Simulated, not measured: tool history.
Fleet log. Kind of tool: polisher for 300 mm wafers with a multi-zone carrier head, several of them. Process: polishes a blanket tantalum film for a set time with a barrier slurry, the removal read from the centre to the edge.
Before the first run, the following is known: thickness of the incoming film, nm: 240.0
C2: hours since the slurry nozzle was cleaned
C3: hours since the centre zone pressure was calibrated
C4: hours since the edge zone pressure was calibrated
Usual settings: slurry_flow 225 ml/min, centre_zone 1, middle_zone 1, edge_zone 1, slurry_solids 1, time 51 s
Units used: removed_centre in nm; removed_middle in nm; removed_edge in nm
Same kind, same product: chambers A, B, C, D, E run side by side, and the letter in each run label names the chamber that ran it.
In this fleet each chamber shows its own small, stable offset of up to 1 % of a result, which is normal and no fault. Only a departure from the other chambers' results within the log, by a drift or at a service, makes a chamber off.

run 1C hour=5.8 | slurry_flow=225 centre_zone=1 middle_zone=1 edge_zone=1 slurry_solids=1 time=51 | wafers_polished_on_this_pad=609 C2=232.3 C3=929.7 C4=1105.4 | removed_centre=95.008 removed_middle=93.367 removed_edge=94.219
run 2D hour=9.9 | slurry_flow=225 centre_zone=1 middle_zone=1 edge_zone=1 slurry_solids=1 time=51 | wafers_polished_on_this_pad=616 C2=84.7 C3=727.7 C4=72.8 | removed_centre=92.827 removed_middle=94.425 removed_edge=93.688
run 3E hour=17.6 | slurry_flow=225 centre_zone=1 middle_zone=1 edge_zone=1 slurry_solids=1 time=51 | wafers_polished_on_this_pad=396 C2=138.4 C3=377 C4=754.7 | removed_centre=94.926 removed_middle=93.18 removed_edge=92.493
run 4A hour=26.7 | slurry_flow=225 centre_zone=1 middle_zone=1 edge_zone=1 slurry_solids=1 time=51 | wafers_polished_on_this_pad=539 C2=150.9 C3=799.7 C4=677.1 | removed_centre=94.515 removed_middle=93.522 removed_edge=95.871
-- hour=31.9 chamber B: edge zone pressure recalibrated
-- hour=32.4 chamber E: worn pad replaced by a new one
-- hour=33.4 chamber C: slurry nozzle cleaned
run 5B hour=34.3 | slurry_flow=225 centre_zone=1 middle_zone=1 edge_zone=1 slurry_solids=1 time=51 | wafers_polished_on_this_pad=634 C2=193.5 C3=894.5 C4=2.5 | removed_centre=93.352 removed_middle=93.143 removed_edge=94.58
run 6A hour=38.2 | slurry_flow=225 centre_zone=1 middle_zone=1 edge_zone=1 slurry_solids=1 time=51 | wafers_polished_on_this_pad=646 C2=162.4 C3=811.2 C4=688.6 | removed_centre=94.367 removed_middle=93.83 removed_edge=94.186
-- hour=41.7 chamber C: centre zone pressure recalibrated
run 7B hour=45.4 | slurry_flow=225 centre_zone=1 middle_zone=1 edge_zone=1 slurry_solids=1 time=51 | wafers_polished_on_this_pad=737 C2=204.6 C3=905.6 C4=13.6 | removed_centre=95.234 removed_middle=92.366 removed_edge=95.671
run 8E hour=50.5 | slurry_flow=225 centre_zone=1 middle_zone=1 edge_zone=1 slurry_solids=1 time=51 | wafers_polished_on_this_pad=169 C2=171.3 C3=409.9 C4=787.6 | removed_centre=95.291 removed_middle=92.567 removed_edge=93.188
run 9D hour=56.5 | slurry_flow=225 centre_zone=1 middle_zone=1 edge_zone=1 slurry_solids=1 time=51 | wafers_polished_on_this_pad=1052 C2=131.3 C3=774.3 C4=119.4 | removed_centre=93.491 removed_middle=93.983 removed_edge=94.121
run 10C hour=63.2 | slurry_flow=225 centre_zone=1 middle_zone=1 edge_zone=1 slurry_solids=1 time=51 | wafers_polished_on_this_pad=1145 C2=29.8 C3=21.6 C4=1162.8 | removed_centre=93.634 removed_middle=93.052 removed_edge=94.811
-- hour=63.8 chamber B: centre zone pressure recalibrated
run 11E hour=68.1 | slurry_flow=225 centre_zone=1 middle_zone=1 edge_zone=1 slurry_solids=1 time=51 | wafers_polished_on_this_pad=333 C2=188.9 C3=427.5 C4=805.2 | removed_centre=96.933 removed_middle=93.442 removed_edge=94.033
-- hour=72.6 chamber D: worn pad replaced by a new one
run 12B hour=74.5 | slurry_flow=225 centre_zone=1 middle_zone=1 edge_zone=1 slurry_solids=1 time=51 | wafers_polished_on_this_pad=1009 C2=233.7 C3=10.8 C4=42.7 | removed_centre=95.468 removed_middle=93.56 removed_edge=95.079
run 13D hour=82.9 | slurry_flow=225 centre_zone=1 middle_zone=1 edge_zone=1 slurry_solids=1 time=51 | wafers_polished_on_this_pad=96 C2=157.7 C3=800.7 C4=145.8 | removed_centre=93.156 removed_middle=93.774 removed_edge=92.684
-- hour=87.5 chamber C: edge zone pressure recalibrated
run 14A hour=88 | slurry_flow=225 centre_zone=1 middle_zone=1 edge_zone=1 slurry_solids=1 time=51 | wafers_polished_on_this_pad=1111 C2=212.2 C3=861 C4=738.4 | removed_centre=90.895 removed_middle=93.27 removed_edge=94.974
-- hour=89.8 chamber C: worn pad replaced by a new one
run 15C hour=92.5 | slurry_flow=225 centre_zone=1 middle_zone=1 edge_zone=1 slurry_solids=1 time=51 | wafers_polished_on_this_pad=25 C2=59.1 C3=50.9 C4=5 | removed_centre=89.955 removed_middle=94.295 removed_edge=94.278
-- hour=95.4 chamber E: worn pad replaced by a new one
run 16B hour=99.4 | slurry_flow=225 centre_zone=1 middle_zone=1 edge_zone=1 slurry_solids=1 time=51 | wafers_polished_on_this_pad=1242 C2=258.6 C3=35.7 C4=67.6 | removed_centre=92.999 removed_middle=92.59 removed_edge=96.018
-- hour=104.8 chamber B: worn pad replaced by a new one
run 17C hour=106.5 | slurry_flow=180 centre_zone=1 middle_zone=1 edge_zone=1 slurry_solids=1 time=44 | wafers_polished_on_this_pad=156 C2=73.1 C3=64.9 C4=19 | removed_centre=79.835 removed_middle=78.347 removed_edge=79.85
-- hour=107.8 chamber D: centre zone pressure recalibrated
run 18D hour=112.3 | slurry_flow=180 centre_zone=1 middle_zone=1 edge_zone=1 slurry_solids=1 time=44 | wafers_polished_on_this_pad=370 C2=187.1 C3=4.6 C4=175.2 | removed_centre=76.707 removed_middle=79.239 removed_edge=79.389
run 19A hour=118.3 | slurry_flow=180 centre_zone=1 middle_zone=1 edge_zone=1 slurry_solids=1 time=44 | wafers_polished_on_this_pad=1394 C2=242.5 C3=891.3 C4=768.7 | removed_centre=76.666 removed_middle=77.986 removed_edge=79.512
run 20E hour=123.6 | slurry_flow=180 centre_zone=1 middle_zone=1 edge_zone=1 slurry_solids=1 time=44 | wafers_polished_on_this_pad=263 C2=244.4 C3=483 C4=860.7 | removed_centre=77.069 removed_middle=76.601 removed_edge=78.233
-- hour=130.5 chamber A: worn pad replaced by a new one
run 21B hour=130.9 | slurry_flow=180 centre_zone=1 middle_zone=1 edge_zone=1 slurry_solids=1 time=44 | wafers_polished_on_this_pad=244 C2=290.1 C3=67.2 C4=99.1 | removed_centre=78.685 removed_middle=78.793 removed_edge=78.658
run 22D hour=137.1 | slurry_flow=225 centre_zone=1 middle_zone=1 edge_zone=1 slurry_solids=1 time=51 | wafers_polished_on_this_pad=602 C2=211.9 C3=29.4 C4=200 | removed_centre=91.796 removed_middle=94.596 removed_edge=94.06
run 23C hour=142.9 | slurry_flow=225 centre_zone=1 middle_zone=1 edge_zone=1 slurry_solids=1 time=43 | wafers_polished_on_this_pad=496 C2=109.5 C3=101.3 C4=55.4 | removed_centre=75.811 removed_middle=78.494 removed_edge=80.844
run 24A hour=148.2 | slurry_flow=225 centre_zone=1 middle_zone=1 edge_zone=1 slurry_solids=1 time=43 | wafers_polished_on_this_pad=165 C2=272.4 C3=921.2 C4=798.6 | removed_centre=77.842 removed_middle=79.019 removed_edge=79.67
-- hour=152.6 chamber E: worn pad replaced by a new one
run 25E hour=156.9 | slurry_flow=225 centre_zone=1 middle_zone=1 edge_zone=1 slurry_solids=1 time=43 | wafers_polished_on_this_pad=40 C2=277.7 C3=516.3 C4=894 | removed_centre=77.736 removed_middle=77.933 removed_edge=79.582
-- hour=159.3 chamber A: slurry nozzle cleaned
-- hour=163.8 chamber B: slurry nozzle cleaned
run 26E hour=163.8 | slurry_flow=225 centre_zone=1 middle_zone=1 edge_zone=1 slurry_solids=1 time=43 | wafers_polished_on_this_pad=104 C2=284.6 C3=523.2 C4=900.9 | removed_centre=78.731 removed_middle=78.851 removed_edge=79.897
run 27A hour=170.7 | slurry_flow=225 centre_zone=1 middle_zone=1 edge_zone=1 slurry_solids=1 time=43 | wafers_polished_on_this_pad=375 C2=11.4 C3=943.7 C4=821.1 | removed_centre=79.106 removed_middle=79.241 removed_edge=79.613
run 28D hour=176.5 | slurry_flow=225 centre_zone=1 middle_zone=1 edge_zone=1 slurry_solids=1 time=51 | wafers_polished_on_this_pad=970 C2=251.3 C3=68.8 C4=239.4 | removed_centre=93.991 removed_middle=94.223 removed_edge=92.185
-- hour=184.5 chamber A: edge zone pressure recalibrated
run 29C hour=184.5 | slurry_flow=225 centre_zone=1 middle_zone=1 edge_zone=1 slurry_solids=1 time=51 | wafers_polished_on_this_pad=884 C2=151.1 C3=142.9 C4=97 | removed_centre=91.982 removed_middle=93.707 removed_edge=94.181
run 30B hour=189.9 | slurry_flow=225 centre_zone=1 middle_zone=1 edge_zone=1 slurry_solids=1 time=51 | wafers_polished_on_this_pad=795 C2=26.1 C3=126.2 C4=158.1 | removed_centre=94.921 removed_middle=92.518 removed_edge=93.579
run 31E hour=194.8 | slurry_flow=225 centre_zone=1 middle_zone=1 edge_zone=1 slurry_solids=1 time=51 | wafers_polished_on_this_pad=394 C2=315.6 C3=554.2 C4=931.9 | removed_centre=93.333 removed_middle=92.992 removed_edge=92.949
-- hour=195.7 chamber D: worn pad replaced by a new one
run 32A hour=203 | slurry_flow=225 centre_zone=1 middle_zone=1 edge_zone=1 slurry_solids=1 time=51 | wafers_polished_on_this_pad=677 C2=43.7 C3=976 C4=18.5 | removed_centre=91.981 removed_middle=93.385 removed_edge=93.075
run 33C hour=211.1 | slurry_flow=225 centre_zone=1 middle_zone=1 edge_zone=1 slurry_solids=1 time=51 | wafers_polished_on_this_pad=1133 C2=177.7 C3=169.5 C4=123.6 | removed_centre=94.678 removed_middle=94.183 removed_edge=93.708
run 34B hour=215.3 | slurry_flow=225 centre_zone=1 middle_zone=1 edge_zone=1 slurry_solids=1 time=51 | wafers_polished_on_this_pad=1032 C2=51.5 C3=151.6 C4=183.5 | removed_centre=93.775 removed_middle=91.962 removed_edge=94.709
run 35D hour=221.4 | slurry_flow=225 centre_zone=1 middle_zone=1 edge_zone=1 slurry_solids=1 time=51 | wafers_polished_on_this_pad=240 C2=296.2 C3=113.7 C4=284.3 | removed_centre=94.352 removed_middle=93.529 removed_edge=95.359
run 36D hour=227.8 | slurry_flow=225 centre_zone=1 middle_zone=1 edge_zone=1 slurry_solids=1 time=51 | wafers_polished_on_this_pad=300 C2=302.6 C3=120.1 C4=290.7 | removed_centre=92.376 removed_middle=94.96 removed_edge=94.251

For the next run the whole fleet of 5 chambers uses the same settings. Give each chamber's results:
run 37A hour=234.3 | slurry_flow=225 centre_zone=1 middle_zone=1 edge_zone=1 slurry_solids=1 time=51 | removed_centre=? removed_middle=? removed_edge=?
run 37B hour=234.3 | slurry_flow=225 centre_zone=1 middle_zone=1 edge_zone=1 slurry_solids=1 time=51 | removed_centre=? removed_middle=? removed_edge=?
run 37C hour=234.3 | slurry_flow=225 centre_zone=1 middle_zone=1 edge_zone=1 slurry_solids=1 time=51 | removed_centre=? removed_middle=? removed_edge=?
run 37D hour=234.3 | slurry_flow=225 centre_zone=1 middle_zone=1 edge_zone=1 slurry_solids=1 time=51 | removed_centre=? removed_middle=? removed_edge=?
run 37E hour=234.3 | slurry_flow=225 centre_zone=1 middle_zone=1 edge_zone=1 slurry_solids=1 time=51 | removed_centre=? removed_middle=? removed_edge=?

run=37A removed_centre=92.977 removed_middle=92.725 removed_edge=94.447
run=37B removed_centre=92.812 removed_middle=93.65 removed_edge=94.542
run=37C removed_centre=93.054 removed_middle=93.022 removed_edge=94.944
run=37D removed_centre=93.756 removed_middle=93.909 removed_edge=94.434
run=37E removed_centre=91.957 removed_middle=91.104 removed_edge=93.488

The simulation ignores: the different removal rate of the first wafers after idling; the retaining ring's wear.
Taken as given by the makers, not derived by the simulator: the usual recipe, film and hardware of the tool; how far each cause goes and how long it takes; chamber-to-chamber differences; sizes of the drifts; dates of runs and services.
